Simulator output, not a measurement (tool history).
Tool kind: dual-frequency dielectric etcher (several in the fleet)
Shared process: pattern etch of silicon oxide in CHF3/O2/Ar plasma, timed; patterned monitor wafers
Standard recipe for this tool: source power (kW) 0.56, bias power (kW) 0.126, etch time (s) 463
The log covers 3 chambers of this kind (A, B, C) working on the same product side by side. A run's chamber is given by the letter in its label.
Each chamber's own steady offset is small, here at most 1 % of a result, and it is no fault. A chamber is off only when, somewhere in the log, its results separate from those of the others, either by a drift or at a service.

run,hour,source power (kW),bias power (kW),etch time (s),"read-back reference wafer on the same gauge, depth_nm",mean etch depth across the wafer (Å)
1B,4.1,0.56,0.126,463,675.24,7943.8
2A,6.4,0.56,0.126,463,676.65,7941.6
3C,11.2,0.56,0.126,463,677.25,7826.6
4B,15.5,0.56,0.126,463,675.79,8057.3
5A,19.3,0.56,0.126,463,677.03,7870.7
6C,23.6,0.56,0.126,463,676.27,7890.1
7B,25.8,0.67,0.126,463,676.26,8576.9
8C,29,0.67,0.126,463,675.77,8454.9
9A,33.4,0.67,0.126,463,675.44,8595.8
10C,35.8,0.56,0.126,463,675.43,7972
11B,39.7,0.56,0.126,463,675.83,8029.3
12A,44.5,0.56,0.126,463,676.93,7951.5
13A,48.2,0.56,0.126,463,675.21,7857.2
14B,52.8,0.56,0.126,463,675.98,7996.4
15C,55.8,0.56,0.126,463,676.72,7947
16B,59.6,0.56,0.126,463,675.71,8067.9
17A,62.1,0.56,0.097,358.5,676.38,5642.5
18C,64.7,0.56,0.097,358.5,675.75,5606.1
19B,69.3,0.56,0.097,358.5,676.51,5725.4
20C,73.6,0.56,0.126,463,676.92,7936.4
# hour 73.9: chamber C: wet clean of the chamber
21A,76.2,0.56,0.126,463,675.57,7873.1
22B,80.1,0.56,0.126,463,675.83,8061
23A,84.8,0.56,0.126,463,676.32,7980.3
24C,87.3,0.56,0.11,463,675.17,7722.5
25C,90.5,0.56,0.11,463,675.49,7558.5
26A,94.4,0.56,0.11,463,675.69,7613.1
27B,99.3,0.56,0.126,463,675.19,8031.1
28B,101.7,0.56,0.126,463,675.95,8008.4
29A,106.2,0.56,0.126,463,675.57,7907.1

Next, every chamber runs the same settings. What will each give?
30A,109.7,0.56,0.126,463,,?
30B,109.7,0.56,0.126,463,,?
30C,109.7,0.56,0.126,463,,?

run,mean etch depth across the wafer (Å)
30A,7961.1
30B,8104.4
30C,7964.3
